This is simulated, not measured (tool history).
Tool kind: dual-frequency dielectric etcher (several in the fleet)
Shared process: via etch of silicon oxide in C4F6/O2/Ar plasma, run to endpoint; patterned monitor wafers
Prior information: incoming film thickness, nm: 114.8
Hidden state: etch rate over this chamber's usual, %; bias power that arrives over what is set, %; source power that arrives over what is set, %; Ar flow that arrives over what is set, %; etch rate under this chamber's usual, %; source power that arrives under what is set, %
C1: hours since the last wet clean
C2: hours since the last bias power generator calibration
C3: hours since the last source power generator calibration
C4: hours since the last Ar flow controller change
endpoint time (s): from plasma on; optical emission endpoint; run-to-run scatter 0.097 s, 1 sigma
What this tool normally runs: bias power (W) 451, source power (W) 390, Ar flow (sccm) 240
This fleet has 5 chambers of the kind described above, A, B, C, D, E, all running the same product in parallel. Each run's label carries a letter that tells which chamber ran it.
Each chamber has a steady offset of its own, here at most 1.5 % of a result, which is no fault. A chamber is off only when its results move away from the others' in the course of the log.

Run 1B, hour 7.2: usual settings; C1 233.9; C2 239.9; C3 14.7; C4 2725.3. Result: endpoint time (s) 25.806.
Run 2D, hour 13.9: usual settings; C1 404.0; C2 1646.9; C3 1276.5; C4 3544.5. Result: endpoint time (s) 25.999.
Run 3E, hour 21.7: usual settings; C1 625.7; C2 2163.6; C3 1691.7; C4 226.9. Result: endpoint time (s) 25.573.
Run 4C, hour 26.6: usual settings; C1 314.0; C2 3551.9; C3 3925.5; C4 3307.3. Result: endpoint time (s) 26.300.
At hour 31.8: chamber E: wet clean of the chamber.
Run 5A, hour 33.4: usual settings; C1 60.4; C2 4349.9; C3 2952.4; C4 215.6. Result: endpoint time (s) 25.620.
Run 6B, hour 41.8: usual settings; C1 268.5; C2 274.5; C3 49.3; C4 2759.9. Result: endpoint time (s) 25.654.
Run 7C, hour 51.9: usual settings; C1 339.3; C2 3577.2; C3 3950.8; C4 3332.6. Result: endpoint time (s) 26.235.
Run 8E, hour 59.6: usual settings; C1 27.8; C2 2201.5; C3 1729.6; C4 264.8. Result: endpoint time (s) 25.673.
Run 9A, hour 64.3: usual settings; C1 91.3; C2 4380.8; C3 2983.3; C4 246.5. Result: endpoint time (s) 25.739.
Run 10D, hour 69.2: usual settings but bias power (W) 341; C1 459.3; C2 1702.2; C3 1331.8; C4 3599.8. Result: endpoint time (s) 28.712.
Run 11C, hour 76.0: usual settings but bias power (W) 341; C1 363.4; C2 3601.3; C3 3974.9; C4 3356.7. Result: endpoint time (s) 29.107.
Run 12D, hour 84.7: usual settings but bias power (W) 341; C1 474.8; C2 1717.7; C3 1347.3; C4 3615.3. Result: endpoint time (s) 28.365.
Run 13A, hour 94.4: usual settings but bias power (W) 341; C1 121.4; C2 4410.9; C3 3013.4; C4 276.6. Result: endpoint time (s) 28.221.
Run 14E, hour 100.5: usual settings but bias power (W) 341; C1 68.7; C2 2242.4; C3 1770.5; C4 305.7. Result: endpoint time (s) 28.504.
At hour 107.7: chamber D: wet clean of the chamber.
Run 15B, hour 109.5: usual settings but source power (W) 360, Ar flow (sccm) 190; C1 336.2; C2 342.2; C3 117.0; C4 2827.6. Result: endpoint time (s) 25.745.
Run 16B, hour 116.6: usual settings but source power (W) 360, Ar flow (sccm) 190; C1 343.3; C2 349.3; C3 124.1; C4 2834.7. Result: endpoint time (s) 25.695.
Run 17D, hour 122.4: usual settings but source power (W) 360, Ar flow (sccm) 190; C1 14.8; C2 1755.4; C3 1385.0; C4 3653.0. Result: endpoint time (s) 26.152.
Run 18A, hour 129.2: usual settings but source power (W) 360, Ar flow (sccm) 190; C1 156.2; C2 4445.7; C3 3048.2; C4 311.4. Result: endpoint time (s) 25.637.
Run 19C, hour 138.0: usual settings but source power (W) 360, Ar flow (sccm) 190; C1 425.4; C2 3663.3; C3 4036.9; C4 3418.7. Result: endpoint time (s) 26.481.
At hour 141.0: chamber C: source power generator calibrated.
Run 20E, hour 142.7: usual settings; C1 110.9; C2 2284.6; C3 1812.7; C4 347.9. Result: endpoint time (s) 25.618.
Run 21D, hour 152.4: usual settings; C1 44.8; C2 1785.4; C3 1415.0; C4 3683.0. Result: endpoint time (s) 25.931.
Run 22E, hour 158.6: usual settings but source power (W) 430; C1 126.8; C2 2300.5; C3 1828.6; C4 363.8. Result: endpoint time (s) 24.734.
Run 23A, hour 166.5: usual settings but source power (W) 430; C1 193.5; C2 4483.0; C3 3085.5; C4 348.7. Result: endpoint time (s) 24.731.
Run 24B, hour 173.7: usual settings but source power (W) 430; C1 400.4; C2 406.4; C3 181.2; C4 2891.8. Result: endpoint time (s) 24.850.
Run 25C, hour 179.7: usual settings but source power (W) 430; C1 467.1; C2 3705.0; C3 38.7; C4 3460.4. Result: endpoint time (s) 25.261.
Run 26C, hour 188.9: usual settings but source power (W) 430; C1 476.3; C2 3714.2; C3 47.9; C4 3469.6. Result: endpoint time (s) 25.149.
Run 27E, hour 196.3: usual settings; C1 164.5; C2 2338.2; C3 1866.3; C4 401.5. Result: endpoint time (s) 25.733.
Run 28A, hour 201.8: usual settings; C1 228.8; C2 4518.3; C3 3120.8; C4 384.0. Result: endpoint time (s) 25.642.
Run 29D, hour 210.2: usual settings; C1 102.6; C2 1843.2; C3 1472.8; C4 3740.8. Result: endpoint time (s) 25.865.
At hour 218.2: chamber C: wet clean of the chamber.
Run 30B, hour 219.8: usual settings; C1 446.5; C2 452.5; C3 227.3; C4 2937.9. Result: endpoint time (s) 25.817.
Run 31A, hour 228.0: usual settings; C1 255.0; C2 4544.5; C3 3147.0; C4 410.2. Result: endpoint time (s) 25.638.
Run 32C, hour 233.6: usual settings; C1 15.5; C2 3758.9; C3 92.6; C4 3514.3. Result: endpoint time (s) 26.337.
Run 33D, hour 241.1: usual settings; C1 133.5; C2 1874.1; C3 1503.7; C4 3771.7. Result: endpoint time (s) 25.843.
Run 34B, hour 249.4: usual settings; C1 476.1; C2 482.1; C3 256.9; C4 2967.5. Result: endpoint time (s) 25.644.
Run 35E, hour 258.3: usual settings; C1 226.5; C2 2400.2; C3 1928.3; C4 463.5. Result: endpoint time (s) 25.745.
Run 36B, hour 263.9: usual settings; C1 490.6; C2 496.6; C3 271.4; C4 2982.0. Result: endpoint time (s) 25.653.
Run 37E, hour 274.0: usual settings; C1 242.2; C2 2415.9; C3 1944.0; C4 479.2. Result: endpoint time (s) 25.771.
Run 38D, hour 278.7: usual settings; C1 171.1; C2 1911.7; C3 1541.3; C4 3809.3. Result: endpoint time (s) 25.977.

For the next run the whole fleet of 5 chambers uses the same settings. Give each chamber's results:
Run 39A, hour 285.9: usual settings. Result: endpoint time (s) ?.
Run 39B, hour 285.9: usual settings. Result: endpoint time (s) ?.
Run 39C, hour 285.9: usual settings. Result: endpoint time (s) ?.
Run 39D, hour 285.9: usual settings. Result: endpoint time (s) ?.
Run 39E, hour 285.9: usual settings. Result: endpoint time (s) ?.

run  endpoint time (s)
39A             25.482
39B             25.626
39C             26.208
39D             26.009
39E             25.668
